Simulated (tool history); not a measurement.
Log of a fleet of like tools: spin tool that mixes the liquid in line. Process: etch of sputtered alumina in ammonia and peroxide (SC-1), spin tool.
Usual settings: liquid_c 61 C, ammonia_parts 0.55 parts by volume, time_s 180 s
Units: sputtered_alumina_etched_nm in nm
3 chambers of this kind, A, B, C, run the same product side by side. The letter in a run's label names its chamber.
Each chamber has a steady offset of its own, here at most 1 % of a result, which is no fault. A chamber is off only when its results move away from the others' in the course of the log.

run     day  liquid_c  ammonia_parts  time_s  read-back film thickness of the sputtered alumina reference wafer, read on the same gauge (nm)  sputtered_alumina_etched_nm
 1A   0.346        61           0.55     180                                                                                          130.01                       19.088
 2B   0.825        61           0.55     180                                                                                          129.99                        19.12
 3C   1.283        61           0.55     180                                                                                          129.97                       19.041
      1.488  -- chamber B: new drum of ammonia solution connected
 4B   1.771        61           0.55     180                                                                                          129.99                       19.032
 5C   2.096        61           0.55     180                                                                                          129.98                       18.869
 6A   2.333        61           0.55     180                                                                                          130.05                       18.938
 7B   2.625        61           0.55     180                                                                                          129.99                       19.108
 8A   2.862        61           0.55     180                                                                                          130.01                       19.059
 9C   3.292        61           0.55     180                                                                                          130.01                       18.768
10B   3.708        61           0.55     180                                                                                          129.99                       19.153
11C   4.017        61           0.55     180                                                                                          130.02                       19.192
12A   4.258        61           0.55     180                                                                                          130.03                       18.993
13B   4.738        61           0.55     180                                                                                          129.96                       19.299
14A   4.996        61           0.55     180                                                                                          130.02                       19.009
      5.158  -- chamber A: ammonia flow meter replaced
      5.167  -- chamber B: heated supply line repaired
15C   5.258        61           0.35     180                                                                                          130.04                       18.396
16A   5.483        61           0.35     180                                                                                             130                       18.094
17B   5.788        61           0.35     180                                                                                          129.99                       18.261
18C     6.1        61           0.55     180                                                                                          129.95                       19.147
19C    6.45        64           0.55     180                                                                                          129.99                       22.277
20A   6.879        64           0.55     180                                                                                          129.98                       22.108
21B   7.179        64           0.55     180                                                                                          129.98                       22.266
22B   7.517      68.5           0.55     275                                                                                          130.03                       42.754
23A   7.946      68.5           0.55     275                                                                                             130                       41.894
24C   8.367      68.5           0.55     275                                                                                          129.99                       43.074
25B   8.754        61           0.55     180                                                                                          130.01                       19.183
26A    9.05        61           0.55     180                                                                                          129.98                       18.958
27C   9.317        61           0.55     180                                                                                          130.01                       19.595
28B    9.65        61           0.55     180                                                                                          130.01                       19.145
      9.862  -- chamber A: new drum of ammonia solution connected
29A   9.988        61           0.55     180                                                                                          129.98                       18.855
30C  10.312        61           0.55     180                                                                                          130.01                       19.328
31B  10.562        53           0.85     180                                                                                          130.01                       13.289
32C  10.879        53           0.85     180                                                                                             130                       13.393
     11.025  -- chamber B: thermometer replaced
33A  11.175        53           0.85     180                                                                                          129.98                       13.041
34A    11.6        61           0.55     180                                                                                             130                       19.158
35B  11.933        61           0.55     180                                                                                             130                       19.237
36C  12.167        61           0.55     180                                                                                          130.01                       19.557
37B  12.562        61           0.55     180                                                                                             130                       19.071
38A  12.833        61           0.55     180                                                                                          130.02                       19.003
39C  13.075        61           0.55     180                                                                                          130.01                       19.893
40A  13.367        61           0.55     180                                                                                             130                       19.074

All 3 chambers run these settings next. Forecast each chamber's results:
41A  13.725        61           0.55     180                                                                                                                            ?
41B  13.725        61           0.55     180                                                                                                                            ?
41C  13.725        61           0.55     180                                                                                                                            ?

run  sputtered_alumina_etched_nm
41A                        18.87
41B                       19.482
41C                       19.718
